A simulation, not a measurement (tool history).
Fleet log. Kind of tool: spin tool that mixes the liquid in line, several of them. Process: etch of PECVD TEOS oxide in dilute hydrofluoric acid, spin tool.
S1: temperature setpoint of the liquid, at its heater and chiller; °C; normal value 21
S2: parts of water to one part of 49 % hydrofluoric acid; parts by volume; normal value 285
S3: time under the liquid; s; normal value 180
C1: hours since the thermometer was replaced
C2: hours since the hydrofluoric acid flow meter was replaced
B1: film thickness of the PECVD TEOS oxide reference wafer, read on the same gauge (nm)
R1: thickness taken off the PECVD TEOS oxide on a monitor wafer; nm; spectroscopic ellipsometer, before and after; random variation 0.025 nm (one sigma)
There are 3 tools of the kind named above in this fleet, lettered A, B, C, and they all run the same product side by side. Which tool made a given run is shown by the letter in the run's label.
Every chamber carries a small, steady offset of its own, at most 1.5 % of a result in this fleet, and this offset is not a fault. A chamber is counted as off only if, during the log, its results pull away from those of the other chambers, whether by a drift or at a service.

run,hour,S1,S2,S3,C1,C2,B1,R1
1C,5,21,285,180,1006.9,464.1,130.01,3.9741
2A,12.3,21,285,180,734.4,634.2,130,3.9531
3B,16.4,21,285,180,803.4,358.2,129.96,3.8866
4C,23.7,21,285,180,1025.6,482.8,129.99,3.9527
5A,31.6,21,395,230,753.7,653.5,130,3.3126
6B,37.2,21,395,230,824.2,379,129.97,3.2454
7B,42.9,21,395,230,829.9,384.7,129.99,3.2654
8A,47.5,21,285,180,769.6,669.4,129.96,3.9747
9C,51.8,21,285,180,1053.7,510.9,129.96,3.9789
10C,56.4,21,285,180,1058.3,515.5,129.97,3.9543
11B,62.4,21,285,180,849.4,404.2,130,3.9966
12A,70.2,21,285,180,792.3,692.1,129.99,3.9713
13C,75.8,21,285,180,1077.7,534.9,130.01,3.9919
14B,80.6,21,285,180,867.6,422.4,129.99,3.9286
15A,86.4,21,285,180,808.5,708.3,129.98,3.9413
16C,91.7,21,285,180,1093.6,550.8,129.95,3.9962
17B,96.8,21,285,180,883.8,438.6,129.96,3.9845
18A,102.5,21,285,180,824.6,724.4,130.03,3.9527
19B,106.7,21,285,180,893.7,448.5,130.01,4.0342
20C,114.6,21,285,180,1116.5,573.7,130,3.9716
21A,120,21,285,180,842.1,741.9,129.99,3.9486
22A,128,21,285,180,850.1,749.9,130.02,3.9558
23B,135.4,21,285,180,922.4,477.2,130.01,4.0501
24C,142.4,21,285,180,1144.3,601.5,130,3.9615
25A,147.4,21,285,180,869.5,769.3,129.94,3.9626
26B,153.7,21,285,180,940.7,495.5,129.98,4.0732
27C,158.3,21,285,180,1160.2,617.4,130.01,3.9855
28A,165.6,21,285,180,887.7,787.5,130.01,3.9104
29B,169.4,21,285,180,956.4,511.2,129.98,4.1542
30C,176.6,21,285,180,1178.5,635.7,129.98,4.0106
31B,184.5,21,380,105,971.5,526.3,129.97,1.6599
32A,189.1,21,380,105,911.2,811,129.97,1.593
33C,194.4,21,380,105,1196.3,653.5,129.99,1.6247
34B,198.7,21,285,100,985.7,540.5,129.95,2.3292
35C,204,21,285,100,1205.9,663.1,130,2.2047

Has any chamber moved away from the others, gradually or after a service, or does the common gauge drift, or do the chambers differ only by their own small steady offsets? State the chamber and the most likely cause if one applies.

It is chamber B that slowly wanders off from its peers.
Likeliest cause: liquid hotter than its thermometer reads (K) = 1.97.
Not necessarily distinguishable in this log from: hydrofluoric acid flow above the setpoint (%).

Which of the 4 candidates below, each the usual settings with something changed and its results left as question marks, puts chamber B back in line with what the other chambers give on the usual settings?
To be in line, a result may differ from the other chambers' mean on the usual settings by at most: R1 0.087 nm
36B-1,209.7,19.5,285,180,,,,?
36B-2,209.7,21,280,180,,,,?
36B-3,209.7,20.5,285,180,,,,?
36B-4,209.7,21,280,185,,,,?

On the usual settings, the other chambers give on average: R1 3.9614 nm
run,R1
36B-1,3.9757
36B-2,4.2885
36B-3,4.1211
36B-4,4.4076
The answer is 36B-1, which returns the chamber to within the allowed miss of the others.

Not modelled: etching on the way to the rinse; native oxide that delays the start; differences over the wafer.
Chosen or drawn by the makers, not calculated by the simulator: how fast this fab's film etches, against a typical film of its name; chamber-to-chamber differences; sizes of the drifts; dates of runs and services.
